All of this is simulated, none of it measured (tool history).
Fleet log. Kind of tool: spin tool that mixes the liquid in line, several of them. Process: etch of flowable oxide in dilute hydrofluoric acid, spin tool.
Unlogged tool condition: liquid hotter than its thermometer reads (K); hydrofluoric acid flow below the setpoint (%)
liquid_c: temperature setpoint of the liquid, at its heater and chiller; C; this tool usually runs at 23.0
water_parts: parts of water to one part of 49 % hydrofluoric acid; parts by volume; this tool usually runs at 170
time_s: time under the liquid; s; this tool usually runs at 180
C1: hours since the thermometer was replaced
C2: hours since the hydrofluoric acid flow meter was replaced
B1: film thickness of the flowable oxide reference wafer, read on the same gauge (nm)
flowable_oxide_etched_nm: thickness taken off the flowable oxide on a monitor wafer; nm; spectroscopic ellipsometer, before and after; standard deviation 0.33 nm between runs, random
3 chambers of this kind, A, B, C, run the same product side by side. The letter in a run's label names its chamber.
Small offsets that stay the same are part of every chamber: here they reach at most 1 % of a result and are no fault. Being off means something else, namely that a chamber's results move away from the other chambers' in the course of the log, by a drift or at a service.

{"run": "1C", "hour": 3.5, "liquid_c": 23.0, "water_parts": 170, "time_s": 180, "C1": 54.6, "C2": 1410.7, "B1": 30.014, "flowable_oxide_etched_nm": 35.088}
{"run": "2A", "hour": 7.9, "liquid_c": 23.0, "water_parts": 170, "time_s": 180, "C1": 504.9, "C2": 141.8, "B1": 30.012, "flowable_oxide_etched_nm": 36.012}
{"run": "3B", "hour": 10.8, "liquid_c": 23.0, "water_parts": 170, "time_s": 180, "C1": 527.5, "C2": 1749.6, "B1": 30.031, "flowable_oxide_etched_nm": 35.885}
{"run": "4A", "hour": 14.7, "liquid_c": 23.0, "water_parts": 170, "time_s": 180, "C1": 511.7, "C2": 148.6, "B1": 30.012, "flowable_oxide_etched_nm": 35.637}
{"run": "5C", "hour": 17.9, "liquid_c": 23.0, "water_parts": 170, "time_s": 180, "C1": 69.0, "C2": 1425.1, "B1": 30.01, "flowable_oxide_etched_nm": 34.903}
{"run": "6B", "hour": 22.1, "liquid_c": 23.0, "water_parts": 170, "time_s": 180, "C1": 538.8, "C2": 1760.9, "B1": 30.017, "flowable_oxide_etched_nm": 34.407}
{"run": "7A", "hour": 24.4, "liquid_c": 23.0, "water_parts": 170, "time_s": 180, "C1": 521.4, "C2": 158.3, "B1": 30.004, "flowable_oxide_etched_nm": 35.363}
{"run": "8C", "hour": 28.0, "liquid_c": 23.0, "water_parts": 170, "time_s": 180, "C1": 79.1, "C2": 1435.2, "B1": 30.008, "flowable_oxide_etched_nm": 35.785}
{"run": "9B", "hour": 32.3, "liquid_c": 23.0, "water_parts": 170, "time_s": 180, "C1": 549.0, "C2": 1771.1, "B1": 29.999, "flowable_oxide_etched_nm": 35.065}
{"run": "10B", "hour": 36.1, "liquid_c": 23.0, "water_parts": 170, "time_s": 180, "C1": 552.8, "C2": 1774.9, "B1": 29.991, "flowable_oxide_etched_nm": 34.956}
{"run": "11C", "hour": 38.2, "liquid_c": 23.0, "water_parts": 170, "time_s": 180, "C1": 89.3, "C2": 1445.4, "B1": 29.981, "flowable_oxide_etched_nm": 34.985}
{"run": "12A", "hour": 41.7, "liquid_c": 23.0, "water_parts": 170, "time_s": 180, "C1": 538.7, "C2": 175.6, "B1": 30.0, "flowable_oxide_etched_nm": 36.324}
{"run": "13A", "hour": 43.7, "liquid_c": 23.0, "water_parts": 170, "time_s": 180, "C1": 540.7, "C2": 177.6, "B1": 30.014, "flowable_oxide_etched_nm": 37.026}
{"run": "14C", "hour": 47.7, "liquid_c": 23.0, "water_parts": 170, "time_s": 180, "C1": 98.8, "C2": 1454.9, "B1": 30.006, "flowable_oxide_etched_nm": 35.44}
{"run": "15B", "hour": 52.0, "liquid_c": 23.0, "water_parts": 170, "time_s": 225, "C1": 568.7, "C2": 1790.8, "B1": 29.995, "flowable_oxide_etched_nm": 44.605}
{"run": "16B", "hour": 54.6, "liquid_c": 23.0, "water_parts": 170, "time_s": 225, "C1": 571.3, "C2": 1793.4, "B1": 29.979, "flowable_oxide_etched_nm": 44.668}
{"run": "17C", "hour": 57.6, "liquid_c": 23.0, "water_parts": 170, "time_s": 225, "C1": 108.7, "C2": 1464.8, "B1": 30.011, "flowable_oxide_etched_nm": 43.613}
{"run": "18A", "hour": 60.2, "liquid_c": 25.5, "water_parts": 120, "time_s": 180, "C1": 557.2, "C2": 194.1, "B1": 29.999, "flowable_oxide_etched_nm": 62.773}
{"run": "19C", "hour": 64.4, "liquid_c": 25.5, "water_parts": 120, "time_s": 180, "C1": 115.5, "C2": 1471.6, "B1": 29.995, "flowable_oxide_etched_nm": 57.705}
{"run": "20A", "hour": 67.8, "liquid_c": 25.5, "water_parts": 120, "time_s": 180, "C1": 564.8, "C2": 201.7, "B1": 29.997, "flowable_oxide_etched_nm": 61.416}
{"run": "21B", "hour": 70.8, "liquid_c": 23.0, "water_parts": 170, "time_s": 180, "C1": 587.5, "C2": 1809.6, "B1": 29.981, "flowable_oxide_etched_nm": 34.999}
{"run": "22A", "hour": 74.7, "liquid_c": 23.0, "water_parts": 170, "time_s": 180, "C1": 571.7, "C2": 208.6, "B1": 29.997, "flowable_oxide_etched_nm": 37.683}
{"run": "23C", "hour": 77.1, "liquid_c": 23.0, "water_parts": 200, "time_s": 145, "C1": 128.2, "C2": 1484.3, "B1": 29.997, "flowable_oxide_etched_nm": 23.652}
{"run": "24B", "hour": 79.3, "liquid_c": 23.0, "water_parts": 200, "time_s": 145, "C1": 596.0, "C2": 1818.1, "B1": 29.99, "flowable_oxide_etched_nm": 23.176}
{"run": "25A", "hour": 82.3, "liquid_c": 23.0, "water_parts": 200, "time_s": 145, "C1": 579.3, "C2": 216.2, "B1": 29.992, "flowable_oxide_etched_nm": 25.713}
{"run": "26C", "hour": 85.0, "liquid_c": 23.0, "water_parts": 170, "time_s": 180, "C1": 136.1, "C2": 1492.2, "B1": 29.991, "flowable_oxide_etched_nm": 34.913}

Does one chamber stand apart from the rest, does the shared gauge drift, or is all well apart from small per-chamber offsets? Give the chamber and the most likely cause, where there is one.

It is chamber A that slowly wanders off from its peers.
Cause: liquid hotter than its thermometer reads (K) = 2.57.
Not necessarily distinguishable in this log from: hydrofluoric acid flow above the setpoint (%).

Below are 4 candidate recipes for chamber A's next run, each the usual settings with a change, their results shown as question marks. Which of them brings A's results back in line with what the other chambers give on the usual settings?
In line here means within this much of the mean the other chambers give on the usual settings: flowable_oxide_etched_nm 1.200 nm
{"run": "27A-1", "hour": 88.2, "liquid_c": 22.5, "water_parts": 200, "time_s": 180, "flowable_oxide_etched_nm": "?"}
{"run": "27A-2", "hour": 88.2, "liquid_c": 23.0, "water_parts": 165, "time_s": 190, "flowable_oxide_etched_nm": "?"}
{"run": "27A-3", "hour": 88.2, "liquid_c": 23.0, "water_parts": 155, "time_s": 200, "flowable_oxide_etched_nm": "?"}
{"run": "27A-4", "hour": 88.2, "liquid_c": 23.0, "water_parts": 175, "time_s": 170, "flowable_oxide_etched_nm": "?"}

Other chambers, usual settings, mean: flowable_oxide_etched_nm 35.095 nm
run=27A-1 flowable_oxide_etched_nm=31.378
run=27A-2 flowable_oxide_etched_nm=42.490
run=27A-3 flowable_oxide_etched_nm=48.153
run=27A-4 flowable_oxide_etched_nm=35.443
It is 27A-4 that realigns the chamber with its peers.
